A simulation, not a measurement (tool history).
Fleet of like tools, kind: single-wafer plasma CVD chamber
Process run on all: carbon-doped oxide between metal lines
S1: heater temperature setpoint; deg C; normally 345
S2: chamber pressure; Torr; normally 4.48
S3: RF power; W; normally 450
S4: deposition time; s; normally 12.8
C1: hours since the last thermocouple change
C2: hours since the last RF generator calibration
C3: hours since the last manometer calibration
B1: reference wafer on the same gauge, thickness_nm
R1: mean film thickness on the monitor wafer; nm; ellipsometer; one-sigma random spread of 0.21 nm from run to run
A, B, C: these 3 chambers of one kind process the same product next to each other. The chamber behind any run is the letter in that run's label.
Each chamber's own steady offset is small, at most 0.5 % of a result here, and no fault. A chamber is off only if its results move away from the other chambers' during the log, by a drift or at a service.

| run | hour | S1 | S2 | S3 | S4 | C1 | C2 | C3 | B1 | R1 |
|---|---|---|---|---|---|---|---|---|---|---|
| 1A | 6.4 | 345 | 4.48 | 450 | 12.8 | 1749.9 | 527.5 | 1117.9 | 69.499 | 61.556 |
| 2B | 10.5 | 345 | 4.48 | 450 | 12.8 | 1114.0 | 443.4 | 1877.5 | 69.454 | 61.914 |
| 3C | 13.7 | 345 | 4.48 | 450 | 12.8 | 1533.2 | 1510.9 | 51.4 | 69.486 | 61.257 |
| 4B | 16.8 | 345 | 4.48 | 450 | 12.8 | 1120.3 | 449.7 | 1883.8 | 69.455 | 62.037 |
| 5A | 23.7 | 345 | 4.48 | 450 | 12.8 | 1767.2 | 544.8 | 1135.2 | 69.501 | 61.729 |
| 6C | 28.3 | 345 | 4.48 | 450 | 12.8 | 1547.8 | 1525.5 | 66.0 | 69.474 | 61.703 |
| 7A | 33.8 | 345 | 4.48 | 450 | 12.8 | 1777.3 | 554.9 | 1145.3 | 69.545 | 61.494 |
| 8B | 39.5 | 345 | 4.48 | 450 | 12.8 | 1143.0 | 472.4 | 1906.5 | 69.542 | 62.382 |
| 9C | 43.1 | 359 | 4.48 | 420 | 12.8 | 1562.6 | 1540.3 | 80.8 | 69.503 | 56.509 |
| 10A | 49.2 | 359 | 4.48 | 420 | 12.8 | 1792.7 | 570.3 | 1160.7 | 69.512 | 55.848 |
| 11B | 55.8 | 359 | 4.48 | 420 | 12.8 | 1159.3 | 488.7 | 1922.8 | 69.538 | 56.695 |
| 12C | 59.7 | 345 | 4.48 | 450 | 12.8 | 1579.2 | 1556.9 | 97.4 | 69.549 | 61.760 |
| 13C | 62.7 | 337 | 4.48 | 450 | 12.8 | 1582.2 | 1559.9 | 100.4 | 69.438 | 63.479 |
| 14B | 69.6 | 337 | 4.48 | 450 | 12.8 | 1173.1 | 502.5 | 1936.6 | 69.593 | 63.501 |
| 15A | 76.3 | 337 | 4.48 | 450 | 12.8 | 1819.8 | 597.4 | 1187.8 | 69.550 | 62.010 |
| 16C | 79.8 | 345 | 4.48 | 450 | 12.8 | 1599.3 | 1577.0 | 117.5 | 69.563 | 61.514 |
| 17A | 83.0 | 345 | 3.63 | 450 | 14.6 | 1826.5 | 604.1 | 1194.5 | 69.499 | 66.190 |
| 18B | 87.9 | 345 | 3.63 | 450 | 14.6 | 1191.4 | 520.8 | 1954.9 | 69.453 | 68.724 |
| 19C | 93.0 | 345 | 3.63 | 450 | 14.6 | 1612.5 | 1590.2 | 130.7 | 69.482 | 68.360 |
| 20A | 99.1 | 345 | 4.98 | 450 | 13.7 | 1842.6 | 620.2 | 1210.6 | 69.479 | 64.284 |

Does one chamber stand apart from the rest, does the shared gauge drift, or is all well apart from small per-chamber offsets? Give the chamber and the most likely cause, where there is one.

One chamber, A, drifts off from the rest bit by bit.
Most likely cause: delivered RF power below the setpoint (%) = 5.5.

Below are 4 candidate recipes for chamber A's next run, each the usual settings with a change, their results shown as question marks. Which of them brings A's results back in line with what the other chambers give on the usual settings?
A result is in line if it is within this distance of the other chambers' mean on the usual settings: R1 0.750 nm
| 21A-1 | 104.0 | 345 | 4.48 | 450 | 11.9 |  |  |  |  | ? |
| 21A-2 | 104.0 | 345 | 4.55 | 475 | 12.8 |  |  |  |  | ? |
| 21A-3 | 104.0 | 345 | 4.45 | 440 | 12.5 |  |  |  |  | ? |
| 21A-4 | 104.0 | 344 | 4.52 | 465 | 13.4 |  |  |  |  | ? |

On the usual settings, the other chambers give on average: R1 61.790 nm
| run | R1 |
|---|---|
| 21A-1 | 55.207 |
| 21A-2 | 61.921 |
| 21A-3 | 56.912 |
| 21A-4 | 63.871 |
21A-2 is the one that brings the chamber's results back in line with the other chambers.

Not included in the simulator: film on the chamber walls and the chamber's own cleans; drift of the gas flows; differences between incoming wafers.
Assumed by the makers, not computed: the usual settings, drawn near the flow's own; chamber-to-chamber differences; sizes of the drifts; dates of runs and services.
